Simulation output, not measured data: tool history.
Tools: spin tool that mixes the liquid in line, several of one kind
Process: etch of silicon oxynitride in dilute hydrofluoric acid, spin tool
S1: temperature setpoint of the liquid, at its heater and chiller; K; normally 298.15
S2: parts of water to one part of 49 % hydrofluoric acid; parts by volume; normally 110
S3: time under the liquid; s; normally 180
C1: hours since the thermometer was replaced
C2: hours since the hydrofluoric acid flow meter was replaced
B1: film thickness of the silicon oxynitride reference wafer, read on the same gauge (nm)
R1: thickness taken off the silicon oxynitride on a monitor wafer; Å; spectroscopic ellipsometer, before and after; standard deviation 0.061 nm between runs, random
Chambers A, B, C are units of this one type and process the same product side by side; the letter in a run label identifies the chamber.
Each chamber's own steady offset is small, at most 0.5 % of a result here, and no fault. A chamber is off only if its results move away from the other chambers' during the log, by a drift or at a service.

run	hour	S1	S2	S3	C1	C2	B1	R1
1C	10.7	298.15	110	180	681.9	892	140	81.194
2B	17.7	298.15	110	180	272.7	48.7	140.02	82.478
3A	24.4	298.15	110	180	2572.9	552.9	140.01	81.195
4A	33.4	298.15	110	180	2581.9	561.9	140.02	81.199
5C	42.1	298.15	110	180	713.3	923.4	140.02	82.885
6B	52.6	298.15	110	180	307.6	83.6	140.01	80.957
7A	57.6	298.15	110	180	2606.1	586.1	139.98	80.711
8C	64.4	298.15	110	180	735.6	945.7	140.02	83.972
9B	69.9	298.15	110	180	324.9	100.9	139.97	82.064
10A	79.7	298.15	110	180	2628.2	608.2	139.98	81.683
11B	86.7	298.15	110	180	341.7	117.7	139.99	81.169
12C	94.9	298.15	125	180	766.1	976.2	139.97	74.908
13C	101.4	298.15	125	180	772.6	982.7	140	75.015
14B	107.9	298.15	125	180	362.9	138.9	140	71.324
15A	115.6	298.15	110	180	2664.1	644.1	139.99	81.849
16C	123.3	298.15	110	180	794.5	1004.6	139.99	86.673
17B	133.5	298.15	110	180	388.5	164.5	140	80.478
18A	144.2	298.15	110	180	2692.7	672.7	140.02	81.1
19A	151.8	298.15	110	180	2700.3	680.3	139.99	80.719
20C	160.5	298.15	110	180	831.7	1041.8	140.03	89.1

The same settings go to every chamber for the next run, one line per chamber below. Forecast the results for each:
21A	168.5	298.15	110	180				?
21B	168.5	298.15	110	180				?
21C	168.5	298.15	110	180				?

run	R1
21A	81.482
21B	81.757
21C	88.813
